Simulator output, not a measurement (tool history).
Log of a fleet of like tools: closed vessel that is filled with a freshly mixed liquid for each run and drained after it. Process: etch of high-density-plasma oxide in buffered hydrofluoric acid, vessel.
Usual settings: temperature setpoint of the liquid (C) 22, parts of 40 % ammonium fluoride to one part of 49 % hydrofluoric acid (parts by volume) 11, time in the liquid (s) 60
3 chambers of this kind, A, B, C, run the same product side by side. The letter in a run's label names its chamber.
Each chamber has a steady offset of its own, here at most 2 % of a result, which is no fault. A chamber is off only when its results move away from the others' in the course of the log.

| run | hour | temperature setpoint of the liquid (C) | parts of 40 % ammonium fluoride to one part of 49 % hydrofluoric acid (parts by volume) | time in the liquid (s) | hours since the thermometer was replaced | hours since the hydrofluoric acid flow meter was replaced | read-back film thickness of the high-density-plasma oxide reference wafer, read on the same gauge (nm) | thickness taken off the high-density-plasma oxide on a monitor wafer (nm) |
|---|---|---|---|---|---|---|---|---|
| 1C | 3.7 | 22 | 11 | 60 | 174.6 | 2294.6 | 90.004 | 60.155 |
| 2B | 6.2 | 22 | 11 | 60 | 1246 | 456.7 | 90.002 | 61.111 |
| 3A | 9.4 | 22 | 11 | 60 | 682.8 | 124.4 | 89.979 | 61.776 |
| 4B | 13 | 22 | 11 | 60 | 1252.8 | 463.5 | 89.996 | 60.52 |
| 5A | 17 | 22 | 11 | 60 | 690.4 | 132 | 90.012 | 61.209 |
| 6C | 21 | 22 | 11 | 60 | 191.9 | 2311.9 | 89.981 | 60.649 |
| 7C | 24.9 | 25 | 11 | 60 | 195.8 | 2315.8 | 89.996 | 71.334 |
| 8B | 29.7 | 25 | 11 | 60 | 1269.5 | 480.2 | 89.999 | 72.28 |
| 9A | 32.1 | 25 | 11 | 60 | 705.5 | 147.1 | 90.012 | 74.181 |
| 10B | 36.7 | 22 | 11 | 60 | 1276.5 | 487.2 | 89.999 | 61.397 |
| 11A | 40.9 | 22 | 11 | 60 | 714.3 | 155.9 | 90 | 63.683 |
| 12C | 45.7 | 22 | 11 | 60 | 216.6 | 2336.6 | 90.008 | 60.342 |
| 13C | 48.3 | 22 | 11 | 90 | 219.2 | 2339.2 | 89.993 | 90.834 |
| 14B | 50.4 | 22 | 11 | 90 | 1290.2 | 500.9 | 90.011 | 90.063 |
| 15A | 53.1 | 22 | 11 | 90 | 726.5 | 168.1 | 89.977 | 98.965 |
| 16C | 55.2 | 22 | 11 | 60 | 226.1 | 2346.1 | 90.002 | 59.09 |
| 17A | 58.6 | 22 | 11 | 30 | 732 | 173.6 | 89.995 | 32.838 |
| 18B | 61.9 | 22 | 11 | 30 | 1301.7 | 512.4 | 89.974 | 30.322 |
| 19C | 64.9 | 22 | 11 | 30 | 235.8 | 2355.8 | 89.999 | 30.89 |
| 20B | 69.6 | 17 | 11 | 60 | 1309.4 | 520.1 | 90.015 | 45.535 |
| 21A | 73.2 | 17 | 11 | 60 | 746.6 | 188.2 | 89.986 | 51.267 |
| 22B | 76.4 | 17 | 11 | 60 | 1316.2 | 526.9 | 90.002 | 46.798 |
| 23C | 79.6 | 22 | 12.5 | 60 | 250.5 | 2370.5 | 89.985 | 53.179 |
| 24A | 82.4 | 22 | 12.5 | 60 | 755.8 | 197.4 | 90.004 | 60.17 |
| 25B | 86.8 | 22 | 12.5 | 60 | 1326.6 | 537.3 | 89.992 | 53.87 |
| 26C | 91.3 | 22 | 8.5 | 85 | 262.2 | 2382.2 | 90.001 | 105.47 |

What goes on in this fleet: one chamber off, a drifting gauge, or nothing beyond the chambers' own small offsets? Name the chamber and the cause, if any.

Chamber A drifts away from the others.
Cause: liquid hotter than its thermometer reads (K) = 2.15.
The log may not tell that from: hydrofluoric acid flow above the setpoint (%).

Here are 4 candidates for chamber A's next run, each the usual settings with a change, their results left as question marks. Which one brings its results back in line with what the others give on the usual settings?
In line means no further than this from the other chambers' mean on the usual settings: thickness taken off the high-density-plasma oxide on a monitor wafer (nm) 2
| 27A-1 | 94.8 | 21.5 | 11.5 | 60 |  |  |  | ? |
| 27A-2 | 94.8 | 22 | 11 | 65 |  |  |  | ? |
| 27A-3 | 94.8 | 22 | 9.5 | 60 |  |  |  | ? |
| 27A-4 | 94.8 | 22 | 12.5 | 60 |  |  |  | ? |

The other chambers' mean on the usual settings: thickness taken off the high-density-plasma oxide on a monitor wafer (nm) 60.751
| run | thickness taken off the high-density-plasma oxide on a monitor wafer (nm) |
|---|---|
| 27A-1 | 65.202 |
| 27A-2 | 75.772 |
| 27A-3 | 79.285 |
| 27A-4 | 61.715 |
27A-4 brings the chamber back in line.
